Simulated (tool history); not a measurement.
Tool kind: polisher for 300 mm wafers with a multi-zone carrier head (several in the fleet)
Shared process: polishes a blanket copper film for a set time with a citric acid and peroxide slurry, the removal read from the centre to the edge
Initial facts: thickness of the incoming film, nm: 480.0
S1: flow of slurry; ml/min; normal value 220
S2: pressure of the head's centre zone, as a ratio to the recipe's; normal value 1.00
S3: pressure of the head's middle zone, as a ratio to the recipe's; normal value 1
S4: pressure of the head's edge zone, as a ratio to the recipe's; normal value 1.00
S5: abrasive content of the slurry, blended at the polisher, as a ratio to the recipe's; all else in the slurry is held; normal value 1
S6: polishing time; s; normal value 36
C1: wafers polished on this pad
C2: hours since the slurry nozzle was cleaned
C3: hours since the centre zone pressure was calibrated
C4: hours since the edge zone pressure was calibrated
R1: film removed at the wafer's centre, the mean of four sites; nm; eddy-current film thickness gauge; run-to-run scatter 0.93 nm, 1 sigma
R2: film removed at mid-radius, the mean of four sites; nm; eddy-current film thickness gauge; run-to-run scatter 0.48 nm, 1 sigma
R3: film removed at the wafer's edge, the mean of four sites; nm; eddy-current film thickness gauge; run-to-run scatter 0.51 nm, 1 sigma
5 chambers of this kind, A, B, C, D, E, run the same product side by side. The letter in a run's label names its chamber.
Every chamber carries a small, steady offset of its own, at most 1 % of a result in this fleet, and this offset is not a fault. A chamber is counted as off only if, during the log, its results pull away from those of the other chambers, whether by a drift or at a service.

{"day": 0.05, "done": "chamber D: edge zone pressure recalibrated"}
{"run": "1E", "day": 0.142, "S1": 220, "S2": 1.0, "S3": 1, "S4": 1.0, "S5": 1, "S6": 36, "C1": 324, "C2": 155.9, "C3": 33.9, "C4": 148.1, "R1": 62.524, "R2": 63.648, "R3": 63.748}
{"run": "2A", "day": 0.258, "S1": 220, "S2": 1.0, "S3": 1, "S4": 1.0, "S5": 1, "S6": 36, "C1": 1389, "C2": 411.5, "C3": 79.6, "C4": 366.5, "R1": 64.346, "R2": 63.889, "R3": 64.296}
{"run": "3B", "day": 0.362, "S1": 220, "S2": 1.0, "S3": 1, "S4": 1.0, "S5": 1, "S6": 36, "C1": 462, "C2": 197.4, "C3": 266.8, "C4": 575.4, "R1": 64.069, "R2": 63.627, "R3": 62.156}
{"run": "4D", "day": 0.471, "S1": 220, "S2": 1.0, "S3": 1, "S4": 1.0, "S5": 1, "S6": 36, "C1": 619, "C2": 385.5, "C3": 366.7, "C4": 10.2, "R1": 63.525, "R2": 63.18, "R3": 62.417}
{"run": "5C", "day": 0.612, "S1": 220, "S2": 1.0, "S3": 1, "S4": 1.0, "S5": 1, "S6": 36, "C1": 942, "C2": 251.0, "C3": 1098.0, "C4": 104.3, "R1": 62.324, "R2": 63.297, "R3": 63.259}
{"day": 0.654, "done": "chamber A: worn pad replaced by a new one"}
{"run": "6A", "day": 0.7, "S1": 220, "S2": 1.0, "S3": 1, "S4": 1.0, "S5": 1, "S6": 36, "C1": 16, "C2": 422.1, "C3": 90.2, "C4": 377.1, "R1": 63.958, "R2": 63.317, "R3": 63.307}
{"run": "7D", "day": 0.812, "S1": 220, "S2": 1.0, "S3": 1, "S4": 1.0, "S5": 1, "S6": 36, "C1": 743, "C2": 393.7, "C3": 374.9, "C4": 18.4, "R1": 63.033, "R2": 62.893, "R3": 63.153}
{"run": "8E", "day": 0.938, "S1": 220, "S2": 1.0, "S3": 1, "S4": 1.0, "S5": 1, "S6": 36, "C1": 611, "C2": 175.0, "C3": 53.0, "C4": 167.2, "R1": 63.752, "R2": 64.556, "R3": 63.664}
{"run": "9B", "day": 1.138, "S1": 220, "S2": 1.0, "S3": 1, "S4": 1.0, "S5": 1, "S6": 36, "C1": 742, "C2": 216.0, "C3": 285.4, "C4": 594.0, "R1": 64.561, "R2": 62.647, "R3": 63.006}
{"run": "10C", "day": 1.233, "S1": 220, "S2": 1.0, "S3": 1, "S4": 1.0, "S5": 1, "S6": 36, "C1": 1166, "C2": 265.9, "C3": 1112.9, "C4": 119.2, "R1": 63.793, "R2": 63.404, "R3": 63.859}
{"day": 1.396, "done": "chamber C: worn pad replaced by a new one"}
{"run": "11C", "day": 1.412, "S1": 220, "S2": 1.0, "S3": 1, "S4": 1.0, "S5": 1, "S6": 36, "C1": 6, "C2": 270.2, "C3": 1117.2, "C4": 123.5, "R1": 62.534, "R2": 63.763, "R3": 64.308}
{"run": "12D", "day": 1.554, "S1": 220, "S2": 1.0, "S3": 1, "S4": 1.0, "S5": 1, "S6": 36, "C1": 1011, "C2": 411.5, "C3": 392.7, "C4": 36.2, "R1": 63.922, "R2": 63.083, "R3": 63.169}
{"run": "13A", "day": 1.704, "S1": 220, "S2": 1.0, "S3": 1, "S4": 1.0, "S5": 1, "S6": 36, "C1": 379, "C2": 446.2, "C3": 114.3, "C4": 401.2, "R1": 63.014, "R2": 63.861, "R3": 63.524}
{"run": "14B", "day": 1.875, "S1": 220, "S2": 1.0, "S3": 1, "S4": 1.0, "S5": 1, "S6": 36, "C1": 1009, "C2": 233.7, "C3": 303.1, "C4": 611.7, "R1": 63.855, "R2": 62.206, "R3": 62.473}
{"run": "15E", "day": 1.971, "S1": 220, "S2": 1.0, "S3": 1, "S4": 1.0, "S5": 1, "S6": 36, "C1": 985, "C2": 199.8, "C3": 77.8, "C4": 192.0, "R1": 62.328, "R2": 64.129, "R3": 63.873}
{"run": "16B", "day": 2.138, "S1": 220, "S2": 1.0, "S3": 1, "S4": 1.0, "S5": 1, "S6": 36, "C1": 1103, "C2": 240.0, "C3": 309.4, "C4": 618.0, "R1": 65.383, "R2": 63.098, "R3": 62.516}
{"day": 2.142, "done": "chamber B: worn pad replaced by a new one"}
{"run": "17A", "day": 2.3, "S1": 220, "S2": 1.0, "S3": 1, "S4": 1.0, "S5": 1, "S6": 36, "C1": 595, "C2": 460.5, "C3": 128.6, "C4": 415.5, "R1": 62.771, "R2": 64.059, "R3": 63.498}
{"run": "18E", "day": 2.488, "S1": 220, "S2": 1.0, "S3": 1, "S4": 1.0, "S5": 1, "S6": 36, "C1": 1172, "C2": 212.2, "C3": 90.2, "C4": 204.4, "R1": 62.534, "R2": 62.098, "R3": 63.282}
{"day": 2.554, "done": "chamber D: worn pad replaced by a new one"}
{"run": "19C", "day": 2.579, "S1": 220, "S2": 1.0, "S3": 1, "S4": 1.0, "S5": 1, "S6": 36, "C1": 428, "C2": 298.2, "C3": 1145.2, "C4": 151.5, "R1": 62.224, "R2": 63.458, "R3": 63.941}
{"day": 2.738, "done": "chamber C: centre zone pressure recalibrated"}
{"run": "20D", "day": 2.754, "S1": 220, "S2": 1.0, "S3": 1, "S4": 1.0, "S5": 1, "S6": 36, "C1": 73, "C2": 440.3, "C3": 421.5, "C4": 65.0, "R1": 64.384, "R2": 63.122, "R3": 62.593}
{"run": "21B", "day": 2.921, "S1": 220, "S2": 1.0, "S3": 1, "S4": 1.0, "S5": 1, "S6": 36, "C1": 283, "C2": 258.8, "C3": 328.2, "C4": 636.8, "R1": 64.103, "R2": 62.966, "R3": 63.102}
{"run": "22A", "day": 3.046, "S1": 220, "S2": 1.0, "S3": 1, "S4": 1.0, "S5": 1, "S6": 36, "C1": 864, "C2": 478.4, "C3": 146.5, "C4": 433.4, "R1": 62.41, "R2": 63.148, "R3": 64.104}
{"run": "23E", "day": 3.162, "S1": 220, "S2": 1.0, "S3": 1, "S4": 1.0, "S5": 1, "S6": 36, "C1": 1415, "C2": 228.4, "C3": 106.4, "C4": 220.6, "R1": 63.248, "R2": 61.414, "R3": 61.114}
{"day": 3.262, "done": "chamber D: slurry nozzle cleaned"}
{"run": "24D", "day": 3.342, "S1": 220, "S2": 1.0, "S3": 1, "S4": 1.0, "S5": 1, "S6": 36, "C1": 285, "C2": 2.0, "C3": 435.6, "C4": 79.1, "R1": 64.348, "R2": 64.493, "R3": 63.038}
{"run": "25C", "day": 3.533, "S1": 220, "S2": 1.0, "S3": 1, "S4": 1.0, "S5": 1, "S6": 36, "C1": 772, "C2": 321.1, "C3": 19.1, "C4": 174.4, "R1": 65.531, "R2": 63.092, "R3": 64.064}
{"day": 3.617, "done": "chamber E: slurry nozzle cleaned"}
{"run": "26E", "day": 3.721, "S1": 220, "S2": 1.08, "S3": 1, "S4": 0.92, "S5": 1, "S6": 36, "C1": 1617, "C2": 2.6, "C3": 119.8, "C4": 234.0, "R1": 66.74, "R2": 60.915, "R3": 58.813}
{"run": "27C", "day": 3.908, "S1": 220, "S2": 1.08, "S3": 1, "S4": 0.92, "S5": 1, "S6": 36, "C1": 908, "C2": 330.1, "C3": 28.1, "C4": 183.4, "R1": 67.82, "R2": 63.773, "R3": 61.083}
{"run": "28D", "day": 4.1, "S1": 220, "S2": 1.08, "S3": 1, "S4": 0.92, "S5": 1, "S6": 36, "C1": 559, "C2": 20.2, "C3": 453.8, "C4": 97.3, "R1": 68.875, "R2": 64.223, "R3": 59.974}
{"day": 4.192, "done": "chamber A: edge zone pressure recalibrated"}
{"run": "29A", "day": 4.192, "S1": 220, "S2": 1.08, "S3": 1, "S4": 0.92, "S5": 1, "S6": 36, "C1": 1278, "C2": 505.9, "C3": 174.0, "C4": 0.1, "R1": 69.82, "R2": 62.681, "R3": 61.158}
{"day": 4.283, "done": "chamber C: worn pad replaced by a new one"}
{"run": "30B", "day": 4.358, "S1": 220, "S2": 1.08, "S3": 1, "S4": 0.92, "S5": 1, "S6": 36, "C1": 802, "C2": 293.3, "C3": 362.7, "C4": 671.3, "R1": 70.686, "R2": 63.592, "R3": 60.604}
{"run": "31C", "day": 4.529, "S1": 220, "S2": 1.0, "S3": 1, "S4": 1.0, "S5": 1, "S6": 36, "C1": 89, "C2": 345.0, "C3": 43.0, "C4": 198.3, "R1": 62.89, "R2": 62.974, "R3": 64.004}
{"run": "32A", "day": 4.671, "S1": 220, "S2": 1.0, "S3": 1, "S4": 1.0, "S5": 1, "S6": 36, "C1": 1451, "C2": 517.4, "C3": 185.5, "C4": 11.6, "R1": 62.91, "R2": 63.094, "R3": 63.805}
{"day": 4.675, "done": "chamber A: worn pad replaced by a new one"}
{"run": "33D", "day": 4.767, "S1": 220, "S2": 0.94, "S3": 1, "S4": 1.0, "S5": 1, "S6": 27, "C1": 800, "C2": 36.2, "C3": 469.8, "C4": 113.3, "R1": 45.615, "R2": 47.407, "R3": 47.708}
{"run": "34B", "day": 4.958, "S1": 220, "S2": 0.94, "S3": 1, "S4": 1.0, "S5": 1, "S6": 27, "C1": 1019, "C2": 307.7, "C3": 377.1, "C4": 685.7, "R1": 43.607, "R2": 47.377, "R3": 47.387}
{"run": "35E", "day": 5.058, "S1": 220, "S2": 0.94, "S3": 1, "S4": 1.0, "S5": 1, "S6": 27, "C1": 2101, "C2": 34.7, "C3": 151.9, "C4": 266.1, "R1": 42.179, "R2": 45.221, "R3": 45.055}
{"run": "36E", "day": 5.154, "S1": 220, "S2": 0.94, "S3": 1, "S4": 1.0, "S5": 1, "S6": 27, "C1": 2135, "C2": 37.0, "C3": 154.2, "C4": 268.4, "R1": 40.547, "R2": 44.693, "R3": 44.565}
{"run": "37D", "day": 5.25, "S1": 220, "S2": 0.94, "S3": 1, "S4": 1.0, "S5": 1, "S6": 27, "C1": 975, "C2": 47.8, "C3": 481.4, "C4": 124.9, "R1": 44.301, "R2": 47.878, "R3": 47.517}
{"day": 5.312, "done": "chamber B: worn pad replaced by a new one"}
{"run": "38B", "day": 5.446, "S1": 220, "S2": 1.0, "S3": 1, "S4": 1.0, "S5": 1, "S6": 36, "C1": 48, "C2": 319.4, "C3": 388.8, "C4": 697.4, "R1": 65.488, "R2": 63.548, "R3": 63.476}
{"run": "39C", "day": 5.629, "S1": 220, "S2": 1.0, "S3": 1, "S4": 1.0, "S5": 1, "S6": 36, "C1": 486, "C2": 371.4, "C3": 69.4, "C4": 224.7, "R1": 64.43, "R2": 62.842, "R3": 63.872}
{"run": "40A", "day": 5.821, "S1": 220, "S2": 0.92, "S3": 1, "S4": 1.0, "S5": 1, "S6": 36, "C1": 414, "C2": 545.0, "C3": 213.1, "C4": 39.2, "R1": 57.696, "R2": 63.221, "R3": 63.929}
{"run": "41A", "day": 5.992, "S1": 220, "S2": 0.92, "S3": 1, "S4": 1.0, "S5": 1, "S6": 36, "C1": 476, "C2": 549.1, "C3": 217.2, "C4": 43.3, "R1": 56.941, "R2": 63.566, "R3": 63.83}
{"run": "42C", "day": 6.15, "S1": 220, "S2": 0.92, "S3": 1, "S4": 1.0, "S5": 1, "S6": 36, "C1": 674, "C2": 383.9, "C3": 81.9, "C4": 237.2, "R1": 56.782, "R2": 63.779, "R3": 63.251}

One chamber off, gauge drift, or nothing amiss beyond the chambers' own small offsets? If it is a chamber, which one, and what is the likeliest cause?

Little by little, chamber E moves away from the other chambers.
Likeliest cause: removal rate lost through wear of the pad, % = 8.42.

Here are 4 candidates for chamber E's next run, each the usual settings with a change, their results left as question marks. Which one brings its results back in line with what the others give on the usual settings?
In line means no further than this from the other chambers' mean on the usual settings: R1 3.200 nm; R2 1.700 nm; R3 1.800 nm
{"run": "43E-1", "day": 6.292, "S1": 220, "S2": 1.01, "S3": 1, "S4": 1.0, "S5": 1, "S6": 39, "R1": "?", "R2": "?", "R3": "?"}
{"run": "43E-2", "day": 6.292, "S1": 220, "S2": 0.99, "S3": 1, "S4": 1.0, "S5": 1, "S6": 33, "R1": "?", "R2": "?", "R3": "?"}
{"run": "43E-3", "day": 6.292, "S1": 220, "S2": 1.0, "S3": 1, "S4": 1.0, "S5": 1, "S6": 37, "R1": "?", "R2": "?", "R3": "?"}
{"run": "43E-4", "day": 6.292, "S1": 220, "S2": 1.0, "S3": 1, "S4": 1.0, "S5": 1, "S6": 35, "R1": "?", "R2": "?", "R3": "?"}

Average result of the remaining chambers running the usual settings: R1 63.469 nm; R2 63.321 nm; R3 63.338 nm
run=43E-1 R1=63.160 R2=63.240 R3=63.301
run=43E-2 R1=52.268 R2=53.517 R3=53.563
run=43E-3 R1=59.262 R2=60.000 R3=60.055
run=43E-4 R1=56.059 R2=56.757 R3=56.809
The right change is 43E-1: it brings the chamber back within the allowed miss of the others.

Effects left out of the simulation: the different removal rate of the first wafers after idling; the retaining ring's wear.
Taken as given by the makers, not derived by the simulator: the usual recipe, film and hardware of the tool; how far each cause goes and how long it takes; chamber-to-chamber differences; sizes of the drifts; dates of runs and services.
